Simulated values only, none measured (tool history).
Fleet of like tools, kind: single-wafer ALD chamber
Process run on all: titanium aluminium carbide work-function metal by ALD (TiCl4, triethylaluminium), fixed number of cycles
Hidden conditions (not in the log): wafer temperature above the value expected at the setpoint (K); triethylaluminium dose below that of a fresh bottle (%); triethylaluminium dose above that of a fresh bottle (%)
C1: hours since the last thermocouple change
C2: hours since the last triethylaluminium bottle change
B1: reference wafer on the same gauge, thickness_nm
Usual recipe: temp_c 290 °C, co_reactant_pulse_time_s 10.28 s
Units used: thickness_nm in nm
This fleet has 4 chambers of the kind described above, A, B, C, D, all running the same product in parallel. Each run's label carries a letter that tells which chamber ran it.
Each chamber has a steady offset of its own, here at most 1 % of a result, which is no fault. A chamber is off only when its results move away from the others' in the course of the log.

Run 1C, hour 9.2: usual settings; C1 23.4; C2 178.1; B1 1.7805. Result: thickness_nm 1.9241 nm.
Run 2D, hour 14.9: usual settings; C1 643.1; C2 634.9; B1 1.7814. Result: thickness_nm 1.9294 nm.
At hour 21.7: chamber A: triethylaluminium bottle replaced.
Run 3A, hour 24.6: usual settings; C1 475.2; C2 3.0; B1 1.7799. Result: thickness_nm 1.9151 nm.
Run 4B, hour 29.6: usual settings; C1 2273.7; C2 116.2; B1 1.7798. Result: thickness_nm 1.9333 nm.
Run 5A, hour 38.8: usual settings; C1 489.4; C2 17.2; B1 1.7795. Result: thickness_nm 1.9310 nm.
Run 6B, hour 47.0: usual settings; C1 2291.1; C2 133.6; B1 1.7793. Result: thickness_nm 1.9216 nm.
Run 7C, hour 54.0: usual settings but temp_c 302 °C, co_reactant_pulse_time_s 8.01 s; C1 68.2; C2 222.9; B1 1.7804. Result: thickness_nm 1.9701 nm.
Run 8D, hour 63.7: usual settings but temp_c 302 °C, co_reactant_pulse_time_s 8.01 s; C1 691.9; C2 683.7; B1 1.7811. Result: thickness_nm 1.9646 nm.
Run 9B, hour 71.3: usual settings but temp_c 302 °C, co_reactant_pulse_time_s 8.01 s; C1 2315.4; C2 157.9; B1 1.7781. Result: thickness_nm 1.9489 nm.
Run 10C, hour 79.6: usual settings but temp_c 302 °C, co_reactant_pulse_time_s 8.01 s; C1 93.8; C2 248.5; B1 1.7792. Result: thickness_nm 1.9562 nm.
Run 11A, hour 84.6: usual settings; C1 535.2; C2 63.0; B1 1.7793. Result: thickness_nm 1.9115 nm.
Run 12D, hour 89.8: usual settings; C1 718.0; C2 709.8; B1 1.7804. Result: thickness_nm 1.9294 nm.
Run 13B, hour 99.0: usual settings; C1 2343.1; C2 185.6; B1 1.7802. Result: thickness_nm 1.9315 nm.
Run 14A, hour 104.5: usual settings; C1 555.1; C2 82.9; B1 1.7817. Result: thickness_nm 1.9166 nm.
Run 15D, hour 114.0: usual settings; C1 742.2; C2 734.0; B1 1.7794. Result: thickness_nm 1.9071 nm.
Run 16C, hour 120.0: usual settings; C1 134.2; C2 288.9; B1 1.7822. Result: thickness_nm 1.9279 nm.
Run 17B, hour 129.6: usual settings; C1 2373.7; C2 216.2; B1 1.7795. Result: thickness_nm 1.9333 nm.
Run 18C, hour 140.2: usual settings; C1 154.4; C2 309.1; B1 1.7800. Result: thickness_nm 1.9227 nm.
Run 19A, hour 147.2: usual settings but co_reactant_pulse_time_s 7.36 s; C1 597.8; C2 125.6; B1 1.7811. Result: thickness_nm 1.8179 nm.
Run 20D, hour 154.4: usual settings but co_reactant_pulse_time_s 7.36 s; C1 782.6; C2 774.4; B1 1.7799. Result: thickness_nm 1.8260 nm.
Run 21D, hour 161.4: usual settings but co_reactant_pulse_time_s 7.36 s; C1 789.6; C2 781.4; B1 1.7813. Result: thickness_nm 1.8325 nm.
Run 22A, hour 170.0: usual settings but co_reactant_pulse_time_s 7.36 s; C1 620.6; C2 148.4; B1 1.7780. Result: thickness_nm 1.8114 nm.
Run 23B, hour 179.0: usual settings but temp_c 302 °C, co_reactant_pulse_time_s 12.52 s; C1 2423.1; C2 265.6; B1 1.7797. Result: thickness_nm 2.0675 nm.
Run 24C, hour 186.7: usual settings but temp_c 302 °C, co_reactant_pulse_time_s 12.52 s; C1 200.9; C2 355.6; B1 1.7806. Result: thickness_nm 2.0499 nm.
Run 25A, hour 196.9: usual settings but temp_c 302 °C, co_reactant_pulse_time_s 12.52 s; C1 647.5; C2 175.3; B1 1.7808. Result: thickness_nm 2.0634 nm.
Run 26C, hour 205.1: usual settings but temp_c 302 °C, co_reactant_pulse_time_s 12.52 s; C1 219.3; C2 374.0; B1 1.7785. Result: thickness_nm 2.0706 nm.
Run 27D, hour 212.1: usual settings; C1 840.3; C2 832.1; B1 1.7799. Result: thickness_nm 1.9235 nm.
Run 28B, hour 217.2: usual settings; C1 2461.3; C2 303.8; B1 1.7818. Result: thickness_nm 1.9244 nm.
Run 29A, hour 223.1: usual settings; C1 673.7; C2 201.5; B1 1.7790. Result: thickness_nm 1.9094 nm.
Run 30D, hour 233.3: usual settings but temp_c 280 °C, co_reactant_pulse_time_s 13.54 s; C1 861.5; C2 853.3; B1 1.7790. Result: thickness_nm 1.8754 nm.
Run 31B, hour 242.8: usual settings but temp_c 280 °C, co_reactant_pulse_time_s 13.54 s; C1 2486.9; C2 329.4; B1 1.7798. Result: thickness_nm 1.8765 nm.
Run 32C, hour 251.9: usual settings but temp_c 280 °C, co_reactant_pulse_time_s 13.54 s; C1 266.1; C2 420.8; B1 1.7812. Result: thickness_nm 1.8728 nm.
Run 33D, hour 261.6: usual settings but temp_c 280 °C, co_reactant_pulse_time_s 13.54 s; C1 889.8; C2 881.6; B1 1.7793. Result: thickness_nm 1.8623 nm.
At hour 269.3: chamber B: thermocouple changed; heater temperature recalibrated.
Run 34A, hour 272.2: usual settings; C1 722.8; C2 250.6; B1 1.7787. Result: thickness_nm 1.9183 nm.
Run 35C, hour 281.6: usual settings; C1 295.8; C2 450.5; B1 1.7803. Result: thickness_nm 1.8766 nm.
Run 36B, hour 289.6: usual settings; C1 20.4; C2 376.2; B1 1.7805. Result: thickness_nm 1.9422 nm.
Run 37A, hour 300.2: usual settings; C1 750.8; C2 278.6; B1 1.7803. Result: thickness_nm 1.9311 nm.
Run 38C, hour 310.8: usual settings; C1 325.0; C2 479.7; B1 1.7823. Result: thickness_nm 1.8590 nm.
Run 39B, hour 316.9: usual settings; C1 47.7; C2 403.5; B1 1.7828. Result: thickness_nm 1.9303 nm.
Run 40D, hour 322.8: usual settings; C1 951.0; C2 942.8; B1 1.7810. Result: thickness_nm 1.9269 nm.
Run 41B, hour 329.2: usual settings but co_reactant_pulse_time_s 14.26 s; C1 60.0; C2 415.8; B1 1.7798. Result: thickness_nm 1.9862 nm.

Which is it: a chamber that has drifted or been left off by a service, a gauge drift common to all chambers, or only each chamber's usual small offset? If a chamber is off, name it and its likeliest cause.

It is chamber C that slowly wanders off from its peers.
Likeliest cause: triethylaluminium dose below that of a fresh bottle (%) = 21.6.

Chamber C could run next with any of the 4 candidate recipes listed below; each alters the usual settings, and their results appear as question marks. Which one brings its results back in line with what the other chambers deliver on the usual settings?
To be in line, a result may differ from the other chambers' mean on the usual settings by at most: thickness_nm 0.0270 nm
Run 42C-1, hour 337.0: usual settings but temp_c 297 °C, co_reactant_pulse_time_s 12.43 s. Result: thickness_nm ?.
Run 42C-2, hour 337.0: usual settings but temp_c 276 °C. Result: thickness_nm ?.
Run 42C-3, hour 337.0: usual settings but co_reactant_pulse_time_s 8.56 s. Result: thickness_nm ?.
Run 42C-4, hour 337.0: usual settings but temp_c 294 °C, co_reactant_pulse_time_s 11.38 s. Result: thickness_nm ?.

Average result of the remaining chambers running the usual settings: thickness_nm 1.9244 nm
  run  thickness_nm
42C-1        1.9670
42C-2        1.7397
42C-3        1.7821
42C-4        1.9188
42C-4 puts the chamber back in line with the other chambers.
